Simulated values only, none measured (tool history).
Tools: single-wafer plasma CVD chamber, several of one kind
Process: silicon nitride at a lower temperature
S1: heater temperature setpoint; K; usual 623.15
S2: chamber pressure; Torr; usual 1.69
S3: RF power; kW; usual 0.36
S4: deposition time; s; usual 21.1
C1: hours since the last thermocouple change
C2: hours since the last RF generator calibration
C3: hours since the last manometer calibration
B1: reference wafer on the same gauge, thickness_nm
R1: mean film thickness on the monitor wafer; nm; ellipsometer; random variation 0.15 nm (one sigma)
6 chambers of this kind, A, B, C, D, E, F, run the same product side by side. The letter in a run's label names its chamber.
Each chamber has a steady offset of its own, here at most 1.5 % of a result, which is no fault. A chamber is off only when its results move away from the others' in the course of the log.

run 1E hour=3.6 | S1=623.15 S2=1.69 S3=0.36 S4=21.1 | C1=9 C2=1321.5 C3=594.5 | B1=32.569 | R1=28.38
run 2A hour=6.4 | S1=623.15 S2=1.69 S3=0.36 S4=21.1 | C1=1010.4 C2=1813.7 C3=1896.5 | B1=32.577 | R1=28.313
run 3D hour=10.9 | S1=623.15 S2=1.69 S3=0.36 S4=21.1 | C1=436.7 C2=928.4 C3=297.6 | B1=32.588 | R1=28.754
run 4F hour=13.5 | S1=623.15 S2=1.69 S3=0.36 S4=21.1 | C1=582 C2=1317.7 C3=288.3 | B1=32.631 | R1=28.223
run 5B hour=17.4 | S1=623.15 S2=1.69 S3=0.36 S4=21.1 | C1=1100.5 C2=1383.4 C3=1188 | B1=32.584 | R1=28.138
run 6C hour=21.7 | S1=623.15 S2=1.69 S3=0.36 S4=21.1 | C1=1041.9 C2=645.3 C3=131.2 | B1=32.555 | R1=28.718
run 7A hour=24.9 | S1=623.15 S2=1.69 S3=0.36 S4=21.1 | C1=1028.9 C2=1832.2 C3=1915 | B1=32.609 | R1=28.155
run 8E hour=27.3 | S1=623.15 S2=1.69 S3=0.36 S4=21.1 | C1=32.7 C2=1345.2 C3=618.2 | B1=32.559 | R1=28.142
run 9F hour=32 | S1=611.15 S2=1.69 S3=0.36 S4=21.1 | C1=600.5 C2=1336.2 C3=306.8 | B1=32.632 | R1=28.231
run 10D hour=37.4 | S1=611.15 S2=1.69 S3=0.36 S4=21.1 | C1=463.2 C2=954.9 C3=324.1 | B1=32.586 | R1=28.816
run 11B hour=40.5 | S1=611.15 S2=1.69 S3=0.36 S4=21.1 | C1=1123.6 C2=1406.5 C3=1211.1 | B1=32.616 | R1=28.22
run 12C hour=43.2 | S1=611.15 S2=1.69 S3=0.36 S4=21.1 | C1=1063.4 C2=666.8 C3=152.7 | B1=32.566 | R1=28.744
run 13B hour=45.6 | S1=611.15 S2=1.69 S3=0.36 S4=21.1 | C1=1128.7 C2=1411.6 C3=1216.2 | B1=32.578 | R1=28.526
run 14A hour=48.4 | S1=611.15 S2=1.69 S3=0.36 S4=21.1 | C1=1052.4 C2=1855.7 C3=1938.5 | B1=32.571 | R1=28.114
run 15F hour=51.4 | S1=623.15 S2=1.69 S3=0.36 S4=21.1 | C1=619.9 C2=1355.6 C3=326.2 | B1=32.625 | R1=27.837
-- hour=53.4 chamber A: thermocouple changed; heater temperature recalibrated
run 16E hour=53.8 | S1=623.15 S2=1.69 S3=0.36 S4=21.1 | C1=59.2 C2=1371.7 C3=644.7 | B1=32.61 | R1=28.25
run 17C hour=57.9 | S1=623.15 S2=1.69 S3=0.36 S4=21.1 | C1=1078.1 C2=681.5 C3=167.4 | B1=32.616 | R1=28.402
run 18D hour=62 | S1=623.15 S2=1.69 S3=0.36 S4=21.1 | C1=487.8 C2=979.5 C3=348.7 | B1=32.596 | R1=28.758
run 19E hour=65.7 | S1=623.15 S2=1.69 S3=0.36 S4=21.1 | C1=71.1 C2=1383.6 C3=656.6 | B1=32.648 | R1=28.452
run 20F hour=70.2 | S1=623.15 S2=1.69 S3=0.36 S4=21.1 | C1=638.7 C2=1374.4 C3=345 | B1=32.65 | R1=28.162
run 21A hour=73.9 | S1=623.15 S2=1.69 S3=0.36 S4=21.1 | C1=20.5 C2=1881.2 C3=1964 | B1=32.605 | R1=28.116
run 22B hour=77.2 | S1=623.15 S2=1.69 S3=0.36 S4=21.1 | C1=1160.3 C2=1443.2 C3=1247.8 | B1=32.613 | R1=28.509
run 23C hour=79.6 | S1=623.15 S2=1.69 S3=0.36 S4=21.1 | C1=1099.8 C2=703.2 C3=189.1 | B1=32.608 | R1=28.31
run 24D hour=84.6 | S1=623.15 S2=1.69 S3=0.36 S4=21.1 | C1=510.4 C2=1002.1 C3=371.3 | B1=32.581 | R1=28.92
-- hour=84.7 chamber A: RF generator calibrated
run 25F hour=89.1 | S1=623.15 S2=1.69 S3=0.36 S4=21.1 | C1=657.6 C2=1393.3 C3=363.9 | B1=32.58 | R1=28.231
run 26E hour=93.3 | S1=623.15 S2=1.5 S3=0.36 S4=21.1 | C1=98.7 C2=1411.2 C3=684.2 | B1=32.61 | R1=27.538
run 27C hour=97.4 | S1=623.15 S2=1.5 S3=0.36 S4=21.1 | C1=1117.6 C2=721 C3=206.9 | B1=32.595 | R1=26.935
run 28B hour=100.6 | S1=623.15 S2=1.5 S3=0.36 S4=21.1 | C1=1183.7 C2=1466.6 C3=1271.2 | B1=32.567 | R1=27.401
run 29A hour=105.5 | S1=623.15 S2=1.5 S3=0.36 S4=21.1 | C1=52.1 C2=20.8 C3=1995.6 | B1=32.633 | R1=27.539
run 30D hour=107.8 | S1=623.15 S2=1.5 S3=0.36 S4=21.1 | C1=533.6 C2=1025.3 C3=394.5 | B1=32.624 | R1=27.65
run 31C hour=111.2 | S1=623.15 S2=1.5 S3=0.36 S4=21.1 | C1=1131.4 C2=734.8 C3=220.7 | B1=32.58 | R1=27.062
run 32A hour=116.4 | S1=623.15 S2=1.69 S3=0.36 S4=21.1 | C1=63 C2=31.7 C3=2006.5 | B1=32.613 | R1=28.249
run 33D hour=120.6 | S1=623.15 S2=1.69 S3=0.36 S4=21.1 | C1=546.4 C2=1038.1 C3=407.3 | B1=32.561 | R1=28.602
run 34F hour=124.1 | S1=623.15 S2=1.69 S3=0.36 S4=21.1 | C1=692.6 C2=1428.3 C3=398.9 | B1=32.59 | R1=28.419
run 35E hour=127.7 | S1=623.15 S2=1.69 S3=0.36 S4=21.1 | C1=133.1 C2=1445.6 C3=718.6 | B1=32.618 | R1=28.243
run 36B hour=132.6 | S1=623.15 S2=1.69 S3=0.36 S4=21.1 | C1=1215.7 C2=1498.6 C3=1303.2 | B1=32.6 | R1=28.435
run 37D hour=136.4 | S1=623.15 S2=1.69 S3=0.36 S4=21.1 | C1=562.2 C2=1053.9 C3=423.1 | B1=32.586 | R1=28.795
run 38F hour=138.7 | S1=623.15 S2=1.69 S3=0.36 S4=21.1 | C1=707.2 C2=1442.9 C3=413.5 | B1=32.595 | R1=28.29

What goes on in this fleet: one chamber off, a drifting gauge, or nothing beyond the chambers' own small offsets? Name the chamber and the cause, if any.

Chamber C drifts away from the others.
Cause: delivered RF power below the setpoint (%) = 6.07.

Here are 4 candidates for chamber C's next run, each the usual settings with a change, their results left as question marks. Which one brings its results back in line with what the others give on the usual settings?
In line means no further than this from the other chambers' mean on the usual settings: R1 0.51 nm
run 39C-1 hour=142.6 | S1=623.15 S2=1.69 S3=0.35 S4=20.2 | R1=?
run 39C-2 hour=142.6 | S1=623.15 S2=1.72 S3=0.37 S4=21.1 | R1=?
run 39C-3 hour=142.6 | S1=623.15 S2=1.54 S3=0.36 S4=21.1 | R1=?
run 39C-4 hour=142.6 | S1=623.15 S2=1.69 S3=0.39 S4=21.1 | R1=?

The other chambers' mean on the usual settings: R1 28.35 nm
run=39C-1 R1=25.963
run=39C-2 R1=28.21
run=39C-3 R1=26.902
run=39C-4 R1=29.016
39C-2 brings the chamber back in line.
